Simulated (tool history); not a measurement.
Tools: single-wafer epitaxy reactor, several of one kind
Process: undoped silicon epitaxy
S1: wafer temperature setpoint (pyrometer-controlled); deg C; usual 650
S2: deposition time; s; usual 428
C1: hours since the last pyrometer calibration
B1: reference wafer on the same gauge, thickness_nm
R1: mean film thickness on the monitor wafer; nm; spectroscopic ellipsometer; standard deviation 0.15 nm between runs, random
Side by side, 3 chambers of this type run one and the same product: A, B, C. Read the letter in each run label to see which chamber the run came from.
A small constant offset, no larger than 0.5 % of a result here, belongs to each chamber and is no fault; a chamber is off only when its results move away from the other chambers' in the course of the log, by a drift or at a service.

{"run": "1B", "day": 0.225, "S1": 650, "S2": 428, "C1": 1715.3, "B1": 73.401, "R1": 72.132}
{"run": "2A", "day": 0.529, "S1": 650, "S2": 428, "C1": 2377.4, "B1": 73.396, "R1": 71.401}
{"run": "3C", "day": 0.783, "S1": 650, "S2": 428, "C1": 1452.1, "B1": 73.396, "R1": 71.845}
{"run": "4C", "day": 1.117, "S1": 650, "S2": 428, "C1": 1460.1, "B1": 73.43, "R1": 71.869}
{"run": "5A", "day": 1.404, "S1": 650, "S2": 428, "C1": 2398.4, "B1": 73.394, "R1": 71.475}
{"run": "6B", "day": 1.567, "S1": 650, "S2": 428, "C1": 1747.5, "B1": 73.432, "R1": 72.012}
{"run": "7B", "day": 1.842, "S1": 650, "S2": 428, "C1": 1754.1, "B1": 73.38, "R1": 71.538}
{"run": "8A", "day": 2.0, "S1": 639, "S2": 428, "C1": 2412.7, "B1": 73.385, "R1": 56.29}
{"run": "9C", "day": 2.167, "S1": 639, "S2": 428, "C1": 1485.3, "B1": 73.39, "R1": 56.468}
{"day": 2.367, "done": "chamber A: pyrometer calibrated"}
{"run": "10A", "day": 2.404, "S1": 639, "S2": 428, "C1": 1, "B1": 73.393, "R1": 55.467}
{"run": "11B", "day": 2.583, "S1": 650, "S2": 428, "C1": 1771.9, "B1": 73.42, "R1": 71.855}
{"run": "12C", "day": 2.817, "S1": 650, "S2": 428, "C1": 1500.9, "B1": 73.354, "R1": 71.874}
{"run": "13B", "day": 3.133, "S1": 650, "S2": 428, "C1": 1785.1, "B1": 73.39, "R1": 71.739}
{"run": "14A", "day": 3.458, "S1": 650, "S2": 428, "C1": 26.3, "B1": 73.411, "R1": 70.312}
{"run": "15C", "day": 3.608, "S1": 650, "S2": 428, "C1": 1519.9, "B1": 73.364, "R1": 71.959}
{"run": "16B", "day": 3.875, "S1": 650, "S2": 428, "C1": 1802.9, "B1": 73.37, "R1": 71.806}
{"run": "17C", "day": 4.175, "S1": 650, "S2": 428, "C1": 1533.5, "B1": 73.401, "R1": 71.925}
{"run": "18A", "day": 4.338, "S1": 650, "S2": 428, "C1": 47.4, "B1": 73.422, "R1": 70.572}
{"run": "19B", "day": 4.525, "S1": 650, "S2": 428, "C1": 1818.5, "B1": 73.376, "R1": 72.005}
{"run": "20C", "day": 4.733, "S1": 650, "S2": 428, "C1": 1546.9, "B1": 73.368, "R1": 72.208}
{"run": "21A", "day": 4.996, "S1": 662, "S2": 391, "C1": 63.2, "B1": 73.378, "R1": 83.105}

Predict what each chamber gives when all 3 of them run the settings below next.
{"run": "22A", "day": 5.238, "S1": 650, "S2": 502, "R1": "?"}
{"run": "22B", "day": 5.238, "S1": 650, "S2": 502, "R1": "?"}
{"run": "22C", "day": 5.238, "S1": 650, "S2": 502, "R1": "?"}

run=22A R1=82.7
run=22B R1=84.299
run=22C R1=84.356

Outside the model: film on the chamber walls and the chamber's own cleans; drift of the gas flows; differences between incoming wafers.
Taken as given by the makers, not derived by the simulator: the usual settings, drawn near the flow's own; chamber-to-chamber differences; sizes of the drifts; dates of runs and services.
